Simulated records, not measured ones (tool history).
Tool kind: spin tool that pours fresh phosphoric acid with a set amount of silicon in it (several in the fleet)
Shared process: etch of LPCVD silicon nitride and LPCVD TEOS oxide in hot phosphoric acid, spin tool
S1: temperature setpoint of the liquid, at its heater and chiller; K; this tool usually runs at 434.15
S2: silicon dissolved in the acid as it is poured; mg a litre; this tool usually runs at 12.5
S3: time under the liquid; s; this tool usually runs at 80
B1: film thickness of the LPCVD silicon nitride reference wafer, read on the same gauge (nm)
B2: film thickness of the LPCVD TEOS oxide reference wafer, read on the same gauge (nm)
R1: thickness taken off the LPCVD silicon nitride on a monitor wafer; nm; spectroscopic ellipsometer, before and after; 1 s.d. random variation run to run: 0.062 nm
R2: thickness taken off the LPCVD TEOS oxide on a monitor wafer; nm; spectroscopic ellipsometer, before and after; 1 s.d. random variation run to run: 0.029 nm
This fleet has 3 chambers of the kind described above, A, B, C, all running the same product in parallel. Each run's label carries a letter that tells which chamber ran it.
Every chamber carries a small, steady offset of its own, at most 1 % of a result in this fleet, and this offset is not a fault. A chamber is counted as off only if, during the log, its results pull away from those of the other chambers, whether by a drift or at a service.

run	hour	S1	S2	S3	B1	B2	R1	R2
1C	4.7	434.15	12.5	80	70.025	80.006	6.7636	0.233520
2B	6.9	434.15	12.5	80	69.986	79.963	6.6131	0.274410
3A	10.2	434.15	12.5	80	69.982	79.994	6.7562	0.246680
4A	14.8	434.15	12.5	80	69.992	79.992	6.6720	0.258850
5C	16.9	434.15	12.5	80	70.000	80.031	6.7230	0.263790
6B	19.4	434.15	12.5	80	69.988	80.036	6.7760	0.221540
7B	21.9	434.15	12.5	80	69.985	80.013	6.6021	0.265350
8C	25.3	434.15	12.5	80	70.025	79.992	6.6730	0.244470
9A	27.5	434.15	12.5	80	69.985	80.007	6.7486	0.274530
10B	30.8	434.15	12.5	80	70.009	79.980	6.7836	0.216880
11A	35.4	434.15	12.5	80	69.986	80.022	6.6908	0.234340
12C	39.3	434.15	12.5	80	70.008	79.987	6.6782	0.265370
13A	41.4	434.15	12.5	80	70.011	79.980	6.6680	0.267040
14B	45.4	434.15	12.5	80	70.024	79.946	6.6465	0.245420
15C	48.7	432.65	12.5	30	69.994	79.978	2.3898	0.074626
16C	51.4	432.65	12.5	30	69.994	79.948	2.3814	0.070275
17B	55.0	432.65	12.5	30	70.027	80.000	2.4039	0.100660
18A	58.8	434.15	12.5	120	70.036	80.004	9.5524	0.372980
19C	62.2	434.15	12.5	120	69.981	80.010	9.9324	0.374310
# hour 64.6: chamber B: dissolved silicon flow meter replaced
20B	66.2	434.15	12.5	120	70.004	79.961	10.0870	0.391670
21A	70.1	434.15	12.5	80	69.978	80.008	6.3168	0.190310
22C	73.1	434.15	12.5	80	69.988	80.021	6.6018	0.202630
23A	76.5	434.15	12.5	80	69.998	80.003	6.1709	0.209740
24B	80.9	434.15	12.5	80	69.997	79.999	6.6785	0.262140

Each of the 3 chambers runs these same settings next. Fill in every chamber's results:
25A	84.4	434.15	17.5	80			?	?
25B	84.4	434.15	17.5	80			?	?
25C	84.4	434.15	17.5	80			?	?

run	R1	R2
25A	6.0865	0.166370
25B	6.7271	0.181080
25C	6.6562	0.162400
